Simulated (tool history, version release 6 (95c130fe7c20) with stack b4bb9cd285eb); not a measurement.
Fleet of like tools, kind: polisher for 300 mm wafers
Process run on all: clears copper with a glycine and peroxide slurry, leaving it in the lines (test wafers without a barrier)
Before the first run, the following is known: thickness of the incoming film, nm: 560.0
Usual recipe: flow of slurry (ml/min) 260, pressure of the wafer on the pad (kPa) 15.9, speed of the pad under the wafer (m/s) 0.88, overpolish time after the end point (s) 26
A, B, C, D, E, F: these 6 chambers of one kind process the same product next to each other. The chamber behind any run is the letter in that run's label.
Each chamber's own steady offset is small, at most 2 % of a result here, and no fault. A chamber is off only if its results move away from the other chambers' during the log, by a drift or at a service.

run	day	flow of slurry (ml/min)	pressure of the wafer on the pad (kPa)	speed of the pad under the wafer (m/s)	overpolish time after the end point (s)	time until the end point was called (s)	dishing of a wide line in a test structure (angstrom)
# day 0.125: chamber E: worn pad replaced by a new one
1C	0.342	260	15.9	0.88	26	148.87	492.22
2D	0.771	260	15.9	0.88	26	143.6	489.4
# day 0.783: chamber F: worn pad replaced by a new one
# day 1.046: chamber C: worn pad replaced by a new one
# day 1.125: chamber F: head pressure recalibrated
3B	1.158	260	15.9	0.88	26	146.46	499.38
# day 1.292: chamber A: worn pad replaced by a new one
4F	1.633	260	15.9	0.88	26	146.2	509.24
5A	1.888	260	15.9	0.88	26	146.02	515.32
6E	2.175	260	15.9	0.88	26	148.22	487.05
7C	2.65	260	15.9	0.88	26	146	510.1
8B	2.95	260	15.9	0.88	26	145.31	494.54
9E	3.375	260	15.9	0.88	26	147.4	488.69
# day 3.417: chamber B: worn pad replaced by a new one
10D	3.654	260	15.9	0.88	26	143.21	497.91
11A	3.9	260	15.9	0.88	34	147.33	558.18
12F	4.175	260	15.9	0.88	34	147.82	577.24
# day 4.358: chamber E: worn pad replaced by a new one
13A	4.671	260	15.9	0.88	34	143.9	562.52
14F	5.125	260	15.9	0.88	34	144.76	566.48
# day 5.292: chamber D: worn pad replaced by a new one
15E	5.425	260	15.9	0.88	34	145.99	560.67
16D	5.675	260	15.9	0.88	34	140.83	560.18
17C	5.95	260	15.9	0.88	12	145.4	298.43
18B	6.362	260	15.9	0.88	12	145.07	283.34
# day 6.629: chamber C: worn pad replaced by a new one
19E	6.854	260	15.9	0.88	12	146.82	283.97
20C	7.146	260	15.9	0.88	12	146.69	293.05
21A	7.558	260	15.9	0.88	12	152.06	298.2
22F	7.988	260	15.9	0.88	12	148.11	290.49
# day 8.079: chamber B: head pressure recalibrated
# day 8.079: chamber F: worn pad replaced by a new one
# day 8.096: chamber B: worn pad replaced by a new one
# day 8.438: chamber F: slurry nozzle cleaned
23D	8.471	260	15.9	0.88	26	138.54	488.13
24B	8.979	260	15.9	0.88	26	143.59	490
# day 8.988: chamber E: worn pad replaced by a new one
# day 9.162: chamber A: head pressure recalibrated
# day 9.308: chamber A: worn pad replaced by a new one
25B	9.329	335	13.8	0.88	26	158.67	476.95
# day 9.696: chamber B: slurry nozzle cleaned
26D	9.788	335	13.8	0.88	26	156.75	469.58
27A	10.133	335	13.8	0.88	26	158.46	476.16
28E	10.433	335	13.8	0.88	26	161.13	473.76
29C	10.783	335	13.8	0.88	26	162.87	476.37
30F	11.1	335	13.8	0.88	26	154.48	468.95
31A	11.367	260	15.9	0.88	26	145.39	490.55
# day 11.45: chamber C: slurry nozzle cleaned
# day 11.562: chamber D: worn pad replaced by a new one
32F	11.642	260	13.8	0.88	39	161.73	578.1
# day 12.075: chamber B: worn pad replaced by a new one
33C	12.125	260	13.8	0.88	39	168.78	569.37
34E	12.362	260	13.8	0.88	39	160.55	585.4
35D	12.621	260	13.8	0.88	39	156.97	561.59
# day 12.758: chamber E: worn pad replaced by a new one
36B	12.908	260	13.8	0.88	39	160.96	555.82
# day 12.962: chamber C: worn pad replaced by a new one
37A	13.233	260	13.8	0.88	39	161.75	578.34
38F	13.612	260	15.9	0.88	26	142.72	486.56
39B	14.012	260	15.9	0.88	26	144.86	505.29
40E	14.392	260	15.9	0.88	26	151.07	505.81
41C	14.796	260	15.9	0.88	26	145.45	499.59
42D	15.1	260	15.9	0.88	26	148.72	498.23

For the next run the whole fleet of 6 chambers uses the same settings. Give each chamber's results:
43A	15.475	260	15.9	0.88	26	?	?
43B	15.475	260	15.9	0.88	26	?	?
43C	15.475	260	15.9	0.88	26	?	?
43D	15.475	260	15.9	0.88	26	?	?
43E	15.475	260	15.9	0.88	26	?	?
43F	15.475	260	15.9	0.88	26	?	?

run	time until the end point was called (s)	dishing of a wide line in a test structure (angstrom)
43A	146.4	485.08
43B	145.27	489.29
43C	150.19	498.37
43D	143.26	494.68
43E	151.58	487.97
43F	143.64	501.13
